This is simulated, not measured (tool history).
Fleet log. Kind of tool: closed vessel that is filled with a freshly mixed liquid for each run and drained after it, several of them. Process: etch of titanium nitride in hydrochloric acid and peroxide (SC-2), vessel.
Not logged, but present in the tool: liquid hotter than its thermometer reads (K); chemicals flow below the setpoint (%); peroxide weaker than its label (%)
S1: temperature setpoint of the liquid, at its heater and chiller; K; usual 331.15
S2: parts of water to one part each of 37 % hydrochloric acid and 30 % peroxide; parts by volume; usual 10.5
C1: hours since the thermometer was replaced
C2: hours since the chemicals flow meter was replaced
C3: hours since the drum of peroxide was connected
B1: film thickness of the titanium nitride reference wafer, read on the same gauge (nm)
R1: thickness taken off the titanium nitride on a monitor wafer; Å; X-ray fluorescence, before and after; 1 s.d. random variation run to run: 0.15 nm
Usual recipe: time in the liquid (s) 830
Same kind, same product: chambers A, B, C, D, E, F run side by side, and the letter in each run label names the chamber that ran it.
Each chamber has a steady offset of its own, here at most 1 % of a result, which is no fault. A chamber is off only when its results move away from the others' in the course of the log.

Run 1D, hour 7.8: usual settings; C1 1110; C2 2585; C3 181; B1 130. Result: R1 328.32 Å.
Run 2C, hour 19.8: usual settings; C1 365.4; C2 976.7; C3 431.8; B1 130.03. Result: R1 321.42 Å.
Run 3E, hour 32.7: usual settings; C1 519.2; C2 1319.3; C3 308.9; B1 129.97. Result: R1 329.64 Å.
Run 4A, hour 47.2: usual settings; C1 127.5; C2 765.7; C3 71.6; B1 129.99. Result: R1 328.39 Å.
Run 5B, hour 55: usual settings; C1 523.3; C2 66.3; C3 435.9; B1 130.03. Result: R1 323.42 Å.
At hour 57.5: chamber D: chemicals flow meter replaced.
At hour 59.8: chamber C: chemicals flow meter replaced.
At hour 65.9: chamber F: new drum of peroxide connected.
Run 6F, hour 68.2: usual settings; C1 1809.8; C2 1206.3; C3 2.4; B1 129.97. Result: R1 329.46 Å.
Run 7B, hour 82.1: usual settings; C1 550.4; C2 93.4; C3 463; B1 129.98. Result: R1 326.43 Å.
Run 8D, hour 93.5: usual settings; C1 1195.7; C2 36; C3 266.7; B1 129.99. Result: R1 328.39 Å.
At hour 100.3: chamber E: chemicals flow meter replaced.
Run 9F, hour 102.7: usual settings; C1 1844.3; C2 1240.8; C3 36.9; B1 129.98. Result: R1 330.44 Å.
At hour 104.4: chamber E: thermometer replaced.
Run 10E, hour 111.2: usual settings; C1 6.8; C2 11; C3 387.4; B1 130.05. Result: R1 329.7 Å.
Run 11A, hour 119.9: usual settings; C1 200.2; C2 838.4; C3 144.3; B1 129.96. Result: R1 330.49 Å.
Run 12C, hour 127.5: usual settings; C1 473.1; C2 67.8; C3 539.5; B1 130.01. Result: R1 323.44 Å.
Run 13B, hour 135.5: usual settings; C1 603.8; C2 146.8; C3 516.4; B1 129.99. Result: R1 326.34 Å.
Run 14A, hour 145.1: usual settings but S2 8.5 parts by volume, time in the liquid (s) 590; C1 225.4; C2 863.6; C3 169.5; B1 129.99. Result: R1 278.62 Å.
Run 15C, hour 154.5: usual settings but S2 8.5 parts by volume, time in the liquid (s) 590; C1 500.1; C2 94.8; C3 566.5; B1 130.03. Result: R1 272.93 Å.
Run 16E, hour 163.4: usual settings but S2 8.5 parts by volume, time in the liquid (s) 590; C1 59; C2 63.2; C3 439.6; B1 130.01. Result: R1 276.8 Å.
Run 17F, hour 178.3: usual settings but S2 8.5 parts by volume, time in the liquid (s) 590; C1 1919.9; C2 1316.4; C3 112.5; B1 129.97. Result: R1 281.31 Å.
Run 18D, hour 185.9: usual settings but S2 8.5 parts by volume, time in the liquid (s) 590; C1 1288.1; C2 128.4; C3 359.1; B1 130.02. Result: R1 277.79 Å.
Run 19F, hour 197.2: usual settings but S2 8.5 parts by volume, time in the liquid (s) 590; C1 1938.8; C2 1335.3; C3 131.4; B1 129.98. Result: R1 280.87 Å.
At hour 199: chamber C: thermometer replaced.
Run 20B, hour 204.5: usual settings; C1 672.8; C2 215.8; C3 585.4; B1 129.96. Result: R1 326.55 Å.
At hour 207.9: chamber B: new drum of peroxide connected.
Run 21C, hour 217.9: usual settings; C1 18.9; C2 158.2; C3 629.9; B1 129.94. Result: R1 325.69 Å.
Run 22E, hour 226.1: usual settings; C1 121.7; C2 125.9; C3 502.3; B1 130. Result: R1 327.35 Å.
Run 23D, hour 235.8: usual settings; C1 1338; C2 178.3; C3 409; B1 130. Result: R1 328.51 Å.
Run 24A, hour 244.5: usual settings; C1 324.8; C2 963; C3 268.9; B1 129.99. Result: R1 331.29 Å.
Run 25E, hour 258.3: usual settings; C1 153.9; C2 158.1; C3 534.5; B1 130.04. Result: R1 326.32 Å.
Run 26D, hour 265.3: usual settings but S1 336.15 K; C1 1367.5; C2 207.8; C3 438.5; B1 130.03. Result: R1 448.44 Å.
Run 27C, hour 272.3: usual settings but S1 336.15 K; C1 73.3; C2 212.6; C3 684.3; B1 130.01. Result: R1 447.35 Å.
Run 28A, hour 282.8: usual settings but S1 336.15 K; C1 363.1; C2 1001.3; C3 307.2; B1 129.99. Result: R1 450.57 Å.
Run 29F, hour 293.4: usual settings but S1 336.15 K; C1 2035; C2 1431.5; C3 227.6; B1 130. Result: R1 453.09 Å.
Run 30B, hour 302.2: usual settings but S1 336.15 K; C1 770.5; C2 313.5; C3 94.3; B1 129.97. Result: R1 445.7 Å.
Run 31A, hour 312.7: usual settings but S1 336.15 K; C1 393; C2 1031.2; C3 337.1; B1 130. Result: R1 449.02 Å.
Run 32E, hour 319.5: usual settings; C1 215.1; C2 219.3; C3 595.7; B1 129.98. Result: R1 326.83 Å.
Run 33D, hour 333.9: usual settings; C1 1436.1; C2 276.4; C3 507.1; B1 129.99. Result: R1 331.74 Å.
Run 34C, hour 340.6: usual settings; C1 141.6; C2 280.9; C3 752.6; B1 130.01. Result: R1 323.62 Å.
Run 35F, hour 349.7: usual settings; C1 2091.3; C2 1487.8; C3 283.9; B1 129.99. Result: R1 328.74 Å.
Run 36B, hour 363: usual settings; C1 831.3; C2 374.3; C3 155.1; B1 130.04. Result: R1 324.37 Å.
Run 37F, hour 372: usual settings; C1 2113.6; C2 1510.1; C3 306.2; B1 130.02. Result: R1 330.39 Å.
Run 38B, hour 384.1: usual settings; C1 852.4; C2 395.4; C3 176.2; B1 130.04. Result: R1 324.05 Å.
Run 39E, hour 395.1: usual settings; C1 290.7; C2 294.9; C3 671.3; B1 130.04. Result: R1 328.31 Å.
Run 40A, hour 404.4: usual settings; C1 484.7; C2 1122.9; C3 428.8; B1 130.03. Result: R1 328.2 Å.
Run 41C, hour 416.1: usual settings; C1 217.1; C2 356.4; C3 828.1; B1 129.99. Result: R1 324.61 Å.
Run 42D, hour 429: usual settings; C1 1531.2; C2 371.5; C3 602.2; B1 129.99. Result: R1 329.56 Å.
Run 43E, hour 443.3: usual settings; C1 338.9; C2 343.1; C3 719.5; B1 129.98. Result: R1 329 Å.
Run 44C, hour 450.4: usual settings; C1 251.4; C2 390.7; C3 862.4; B1 129.99. Result: R1 323.6 Å.

What goes on in this fleet: one chamber off, a drifting gauge, or nothing beyond the chambers' own small offsets? Name the chamber and the cause, if any.

All chambers stay in line apart from their small fixed offsets, and the gauge does not drift.
